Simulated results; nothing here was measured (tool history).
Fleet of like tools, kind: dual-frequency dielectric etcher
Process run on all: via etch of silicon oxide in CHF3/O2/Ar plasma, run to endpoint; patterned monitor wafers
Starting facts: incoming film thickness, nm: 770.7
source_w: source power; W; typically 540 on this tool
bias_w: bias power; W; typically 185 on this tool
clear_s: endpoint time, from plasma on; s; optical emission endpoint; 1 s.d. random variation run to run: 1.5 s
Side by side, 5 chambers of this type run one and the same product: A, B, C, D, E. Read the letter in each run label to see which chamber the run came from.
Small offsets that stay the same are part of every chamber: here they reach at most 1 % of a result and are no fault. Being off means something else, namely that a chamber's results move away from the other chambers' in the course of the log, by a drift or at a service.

run     day  source_w  bias_w  hours since the last wet clean  hours since the last source power generator calibration  hours since the last bias power generator calibration  clear_s
      0.017  -- chamber B: wet clean of the chamber
 1B   0.362       540     185                             8.3                                                   1111.6                                                 2724.1   400.90
      0.679  -- chamber A: wet clean of the chamber
 2A   0.704       540     185                             0.7                                                   2662.4                                                 2824.3   397.01
 3D   0.996       540     185                            74.1                                                   1133.7                                                  680.6   406.64
 4C   1.250       540     185                           431.9                                                   3410.2                                                 1565.3   399.71
 5E   1.612       470     146                            86.8                                                    484.7                                                 1960.5   462.23
 6C   1.962       470     146                           449.0                                                   3427.3                                                 1582.4   454.61
 7B   2.300       470     146                            54.8                                                   1158.1                                                 2770.6   460.84
      2.404  -- chamber C: bias power generator calibrated
 8E   2.679       470     146                           112.4                                                    510.3                                                 1986.1   464.05
 9A   2.958       470     146                            54.8                                                   2716.5                                                 2878.4   451.72
10D   3.308       540     185                           129.6                                                   1189.2                                                  736.1   407.85
11E   3.821       540     185                           139.8                                                    537.7                                                 2013.5   403.97
12C   4.308       540     185                           505.3                                                   3483.6                                                   45.8   398.78
13A   4.783       540     185                            98.6                                                   2760.3                                                 2922.2   396.23
14D   5.196       540     185                           174.9                                                   1234.5                                                  781.4   406.93
15B   5.621       540     185                           134.5                                                   1237.8                                                 2850.3   402.50
16B   5.975       540     185                           143.0                                                   1246.3                                                 2858.8   403.68
17E   6.500       540     185                           204.1                                                    602.0                                                 2077.8   404.55
18D   7.017       540     185                           218.6                                                   1278.2                                                  825.1   405.44
19C   7.479       540     185                           581.4                                                   3559.7                                                  121.9   399.71
20A   7.933       540     185                           174.2                                                   2835.9                                                 2997.8   401.99
21D   8.171       540     185                           246.3                                                   1305.9                                                  852.8   407.12
22A   8.650       540     218                           191.4                                                   2853.1                                                 3015.0   376.41
23C   9.079       540     218                           619.8                                                   3598.1                                                  160.3   378.93
      9.329  -- chamber C: wet clean of the chamber
24B   9.346       540     218                           223.9                                                   1327.2                                                 2939.7   381.69
25E   9.792       540     218                           283.1                                                    681.0                                                 2156.8   381.79
26C  10.258       540     218                            22.3                                                   3626.4                                                  188.6   377.00
27A  10.488       540     185                           235.5                                                   2897.2                                                 3059.1   396.90
28D  10.838       540     185                           310.3                                                   1369.9                                                  916.8   408.67
29E  11.346       540     185                           320.4                                                    718.3                                                 2194.1   401.24
30B  11.654       540     185                           279.3                                                   1382.6                                                 2995.1   399.16
31B  11.967       540     185                           286.8                                                   1390.1                                                 3002.6   402.52
32A  12.250       540     185                           277.8                                                   2939.5                                                 3101.4   399.91
33D  12.683       540     185                           354.6                                                   1414.2                                                  961.1   409.31
34C  12.929       540     185                            86.4                                                   3690.5                                                  252.7   399.66
35E  13.183       540     185                           364.5                                                    762.4                                                 2238.2   401.53
36E  13.696       540     185                           376.8                                                    774.7                                                 2250.5   402.44

Each of the 5 chambers runs these same settings next. Fill in every chamber's results:
37A  14.075       540     157                                                                                                                                                        ?
37B  14.075       540     157                                                                                                                                                        ?
37C  14.075       540     157                                                                                                                                                        ?
37D  14.075       540     157                                                                                                                                                        ?
37E  14.075       540     157                                                                                                                                                        ?

run  clear_s
37A   419.37
37B   426.78
37C   421.17
37D   430.84
37E   425.85
